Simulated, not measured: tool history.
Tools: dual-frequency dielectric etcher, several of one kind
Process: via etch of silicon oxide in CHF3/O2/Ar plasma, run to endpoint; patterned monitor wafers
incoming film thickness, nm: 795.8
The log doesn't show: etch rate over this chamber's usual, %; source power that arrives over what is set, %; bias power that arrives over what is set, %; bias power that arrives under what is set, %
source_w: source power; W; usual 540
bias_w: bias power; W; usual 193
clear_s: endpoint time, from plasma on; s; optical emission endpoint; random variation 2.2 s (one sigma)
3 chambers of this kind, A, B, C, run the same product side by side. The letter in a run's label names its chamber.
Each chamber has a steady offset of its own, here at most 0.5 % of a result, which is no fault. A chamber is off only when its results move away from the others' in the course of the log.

run,hour,source_w,bias_w,hours since the last wet clean,hours since the last source power generator calibration,hours since the last bias power generator calibration,clear_s
1A,9.1,540,193,325.9,3565.8,291.3,408.19
2C,23.6,540,193,462.7,2021.2,969.7,413.41
3B,30.5,540,193,46.0,539.3,2887.2,414.17
4A,44.0,540,193,360.8,3600.7,326.2,409.17
5B,51.3,540,193,66.8,560.1,2908.0,410.54
6C,61.3,540,193,500.4,2058.9,1007.4,411.77
7B,68.7,540,236,84.2,577.5,2925.4,386.29
# hour 77.5: chamber A: wet clean of the chamber
8A,82.2,540,236,4.8,3638.9,364.4,379.60
9C,93.9,540,236,533.0,2091.5,1040.0,383.23
# hour 95.6: chamber C: source power generator calibrated
10B,108.0,540,168,123.5,616.8,2964.7,431.20
11C,116.9,540,168,556.0,21.4,1063.0,431.60
12A,130.1,540,168,52.7,3686.8,412.3,432.72
13A,142.7,600,162,65.3,3699.4,424.9,416.35
14C,156.4,600,162,595.5,60.9,1102.5,417.45
15B,164.4,600,162,179.9,673.2,3021.1,414.57
16C,172.9,480,161,612.0,77.4,1119.0,458.90
# hour 179.7: chamber C: wet clean of the chamber
17B,184.7,480,161,200.2,693.5,3041.4,453.89
18A,191.5,480,161,114.1,3748.2,473.7,454.76
19A,200.6,540,193,123.2,3757.3,482.8,411.73
20B,210.9,440,165,226.4,719.7,3067.6,469.86
21C,225.3,440,165,45.7,129.8,1171.4,451.84
22B,232.3,440,165,247.8,741.1,3089.0,466.42
23A,244.3,540,193,166.9,3801.0,526.5,405.70
24C,254.1,540,193,74.5,158.6,1200.2,393.03
25C,263.1,540,193,83.5,167.6,1209.2,394.88
26A,273.6,540,193,196.2,3830.3,555.8,408.43
27B,286.8,540,193,302.3,795.6,3143.5,412.84
28A,296.5,540,193,219.1,3853.2,578.7,408.13
29C,305.9,640,239,126.3,210.4,1252.0,345.77
30B,312.5,640,239,328.0,821.3,3169.2,352.46
31A,326.5,640,239,249.1,3883.2,608.7,353.93
32C,335.6,540,193,156.0,240.1,1281.7,397.78
33B,348.1,540,193,363.6,856.9,3204.8,408.68

Next, every chamber runs the same settings. What will each give?
34A,358.9,540,160,,,,?
34B,358.9,540,160,,,,?
34C,358.9,540,160,,,,?

run,clear_s
34A,437.08
34B,438.18
34C,420.54
